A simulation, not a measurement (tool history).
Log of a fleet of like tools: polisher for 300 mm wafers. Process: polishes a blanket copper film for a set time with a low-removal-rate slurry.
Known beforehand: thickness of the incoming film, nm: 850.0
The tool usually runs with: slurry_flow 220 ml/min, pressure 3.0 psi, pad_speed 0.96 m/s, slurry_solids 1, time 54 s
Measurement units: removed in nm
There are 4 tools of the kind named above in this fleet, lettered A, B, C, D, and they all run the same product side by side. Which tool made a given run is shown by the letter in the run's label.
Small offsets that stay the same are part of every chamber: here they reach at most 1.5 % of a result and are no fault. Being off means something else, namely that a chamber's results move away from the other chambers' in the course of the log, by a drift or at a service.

run,hour,slurry_flow,pressure,pad_speed,slurry_solids,time,removed
1D,5.0,220,3.0,0.96,1,54,145.800
2B,10.0,220,3.0,0.96,1,54,143.440
# hour 12.4: chamber B: worn pad replaced by a new one
3C,14.3,220,3.0,0.96,1,54,141.840
4A,21.6,220,3.0,0.96,1,54,142.700
5A,26.6,220,3.0,0.96,1,54,143.580
6B,32.5,220,3.0,0.96,1,54,145.870
7D,37.9,220,3.0,0.96,1,54,147.120
# hour 38.0: chamber A: head pressure recalibrated
8C,45.3,220,3.0,0.96,1,54,143.830
9C,53.0,220,3.0,0.96,1,54,142.370
# hour 53.8: chamber A: worn pad replaced by a new one
10D,59.1,220,3.7,0.96,1,71,234.420
# hour 62.1: chamber C: worn pad replaced by a new one
11B,66.0,220,3.7,0.96,1,71,231.510
12A,72.8,220,3.7,0.96,1,71,230.300
13B,79.6,220,3.7,0.96,1,71,230.130
14D,83.6,220,3.0,0.96,1,54,142.760
15C,90.8,220,3.0,0.96,1,54,140.460
16A,95.6,275,3.0,0.96,1,54,146.960
# hour 101.3: chamber D: worn pad replaced by a new one
17C,102.9,275,3.0,0.96,1,54,143.420
18B,107.1,275,3.0,0.96,1,54,143.780
19D,111.9,275,3.0,0.96,1,54,150.580
20A,117.2,220,3.0,0.96,1,54,145.890
21B,123.6,220,2.1,0.96,1,54,99.655
22A,130.9,220,2.1,0.96,1,54,99.165
23C,135.0,220,2.1,0.96,1,54,99.342
# hour 136.9: chamber B: head pressure recalibrated
24D,139.1,220,2.1,0.96,1,54,102.390
# hour 144.6: chamber C: slurry nozzle cleaned
# hour 145.5: chamber B: slurry blender recalibrated
# hour 146.1: chamber C: slurry blender recalibrated
25C,146.1,220,3.0,0.96,1,54,140.140
# hour 147.5: chamber B: worn pad replaced by a new one
26A,149.9,220,3.0,0.96,1,54,143.850
27D,156.4,220,3.0,0.96,1,54,145.820
# hour 158.9: chamber C: worn pad replaced by a new one
28B,164.0,220,3.0,0.96,1,54,137.520
29A,170.2,220,3.0,0.96,1,54,141.680
30D,177.4,220,3.0,0.96,1,54,143.970
31C,181.1,220,3.0,0.96,1,54,140.300
32B,186.5,220,3.0,0.96,1,54,139.690
# hour 192.6: chamber A: worn pad replaced by a new one
33A,193.2,160,3.0,0.68,1,54,97.955
34C,198.9,160,3.0,0.68,1,54,95.577
35B,204.8,160,3.0,0.68,1,54,91.079
36D,209.9,160,3.0,0.68,1,54,98.386
37A,217.2,220,3.0,0.96,1,54,142.110
38B,223.2,220,3.0,0.96,1,54,131.570
39C,228.4,220,3.7,0.96,1,54,177.710

For the next run the whole fleet of 4 chambers uses the same settings. Give each chamber's results:
40A,233.9,220,3.0,1.12,1,54,?
40B,233.9,220,3.0,1.12,1,54,?
40C,233.9,220,3.0,1.12,1,54,?
40D,233.9,220,3.0,1.12,1,54,?

run,removed
40A,166.840
40B,156.140
40C,168.980
40D,171.330

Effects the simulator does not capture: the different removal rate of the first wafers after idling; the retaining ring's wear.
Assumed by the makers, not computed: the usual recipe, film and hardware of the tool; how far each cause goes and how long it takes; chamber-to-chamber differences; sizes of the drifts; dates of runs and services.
